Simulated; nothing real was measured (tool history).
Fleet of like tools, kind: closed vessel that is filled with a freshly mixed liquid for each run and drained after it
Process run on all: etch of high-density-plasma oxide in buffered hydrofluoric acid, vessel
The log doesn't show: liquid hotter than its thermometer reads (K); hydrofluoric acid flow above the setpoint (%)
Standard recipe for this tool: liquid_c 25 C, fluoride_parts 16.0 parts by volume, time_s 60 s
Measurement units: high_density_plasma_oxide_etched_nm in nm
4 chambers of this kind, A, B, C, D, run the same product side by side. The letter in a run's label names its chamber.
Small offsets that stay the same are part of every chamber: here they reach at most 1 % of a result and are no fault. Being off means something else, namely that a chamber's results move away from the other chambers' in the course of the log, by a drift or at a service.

run   hour  liquid_c  fluoride_parts  time_s  hours since the thermometer was replaced  hours since the hydrofluoric acid flow meter was replaced  read-back film thickness of the high-density-plasma oxide reference wafer, read on the same gauge (nm)  high_density_plasma_oxide_etched_nm
 1A    9.2        25            16.0      60                                     867.7                                                      502.3                                                                                                  150.01                               53.215
 2D   17.4        25            16.0      60                                     210.6                                                       58.6                                                                                                  150.00                               53.005
 3C   26.5        25            16.0      60                                    1759.2                                                      370.9                                                                                                  149.99                               53.812
 4B   33.1        25            16.0      60                                    1442.2                                                       55.5                                                                                                  150.01                               52.565
 5B   42.7        25            16.0      60                                    1451.8                                                       65.1                                                                                                  149.99                               53.240
 6D   52.0        25            16.0      60                                     245.2                                                       93.2                                                                                                  150.01                               53.323
 7A   59.7        25            16.0      60                                     918.2                                                      552.8                                                                                                  150.01                               53.383
 8C   65.2        25            16.0      60                                    1797.9                                                      409.6                                                                                                  150.00                               53.347
 9B   74.4        25            16.0      60                                    1483.5                                                       96.8                                                                                                  150.01                               53.042
10C   82.5        25            18.5      60                                    1815.2                                                      426.9                                                                                                  150.00                               46.869
11A   87.7        25            18.5      60                                     946.2                                                      580.8                                                                                                  149.99                               46.842
12D   96.5        25            18.5      60                                     289.7                                                      137.7                                                                                                  150.00                               45.931
13A  105.5        25            18.5      60                                     964.0                                                      598.6                                                                                                  150.01                               46.616
14C  112.6        25            16.0      60                                    1845.3                                                      457.0                                                                                                  150.01                               52.947
15D  122.4        25            16.0      60                                     315.6                                                      163.6                                                                                                  149.99                               52.955
16B  127.2        25            16.0      60                                    1536.3                                                      149.6                                                                                                  149.99                               53.792
17A  137.1        25            16.0      60                                     995.6                                                      630.2                                                                                                  150.00                               55.206
18B  141.7        25            16.0      60                                    1550.8                                                      164.1                                                                                                  150.01                               54.189
19D  150.3        25            16.0      60                                     343.5                                                      191.5                                                                                                  150.00                               52.209
20C  160.1        25            16.0      60                                    1892.8                                                      504.5                                                                                                  150.01                               52.622
21B  169.3        25            16.0      60                                    1578.4                                                      191.7                                                                                                  150.01                               53.519
22A  175.0        25            16.0      60                                    1033.5                                                      668.1                                                                                                  150.00                               55.041
23D  184.1        25            16.0      60                                     377.3                                                      225.3                                                                                                  149.99                               52.778
24C  192.9        25            16.0      45                                    1925.6                                                      537.3                                                                                                  149.99                               40.332
25D  199.6        25            16.0      45                                     392.8                                                      240.8                                                                                                  149.99                               40.120
26B  207.2        25            16.0      45                                    1616.3                                                      229.6                                                                                                  150.01                               39.440
27A  212.6        25            16.0      45                                    1071.1                                                      705.7                                                                                                  149.98                               43.188
28C  219.0        25            16.0      60                                    1951.7                                                      563.4                                                                                                  150.01                               53.739
29B  225.1        25            16.0      60                                    1634.2                                                      247.5                                                                                                  150.00                               53.322
30A  232.7        25            16.0      60                                    1091.2                                                      725.8                                                                                                  149.99                               57.005
31C  242.6        25            16.0      60                                    1975.3                                                      587.0                                                                                                  149.99                               53.379
32D  250.3        25            20.5      75                                     443.5                                                      291.5                                                                                                  149.98                               52.141
33B  255.0        25            20.5      75                                    1664.1                                                      277.4                                                                                                  150.00                               51.832
34D  265.1        25            20.5      75                                     458.3                                                      306.3                                                                                                  150.02                               51.635
35C  272.6        25            20.5      75                                    2005.3                                                      617.0                                                                                                  149.99                               52.065
36A  278.3        25            16.0      60                                    1136.8                                                      771.4                                                                                                  150.02                               59.369
37D  286.4        28            19.0      60                                     479.6                                                      327.6                                                                                                  150.02                               53.369

Is one chamber out of step, is the gauge drifting, or do the chambers differ by no more than their own small offsets? For an off chamber, give its letter and the likeliest cause.

Chamber A drifts away from the others.
What lies behind it: hydrofluoric acid flow above the setpoint (%) = 12.
From this log alone, it may not be told apart from: liquid hotter than its thermometer reads (K).

Chamber A could run next with any of the 4 candidate recipes listed below; each alters the usual settings, and their results appear as question marks. Which one brings its results back in line with what the other chambers deliver on the usual settings?
Allowed miss from the other chambers' usual-settings mean, per result, to count as in line: high_density_plasma_oxide_etched_nm 1.400 nm
38A-1  293.8      25.5            15.5      60                                                                                                                                                                                                                                                 ?
38A-2  293.8      25.0            15.5      65                                                                                                                                                                                                                                                 ?
38A-3  293.8      25.0            17.0      60                                                                                                                                                                                                                                                 ?
38A-4  293.8      24.5            16.0      55                                                                                                                                                                                                                                                 ?

The other chambers' mean on the usual settings: high_density_plasma_oxide_etched_nm 53.293 nm
  run  high_density_plasma_oxide_etched_nm
38A-1                               63.237
38A-2                               66.640
38A-3                               56.162
38A-4                               53.156
38A-4 puts the chamber back in line with the other chambers.

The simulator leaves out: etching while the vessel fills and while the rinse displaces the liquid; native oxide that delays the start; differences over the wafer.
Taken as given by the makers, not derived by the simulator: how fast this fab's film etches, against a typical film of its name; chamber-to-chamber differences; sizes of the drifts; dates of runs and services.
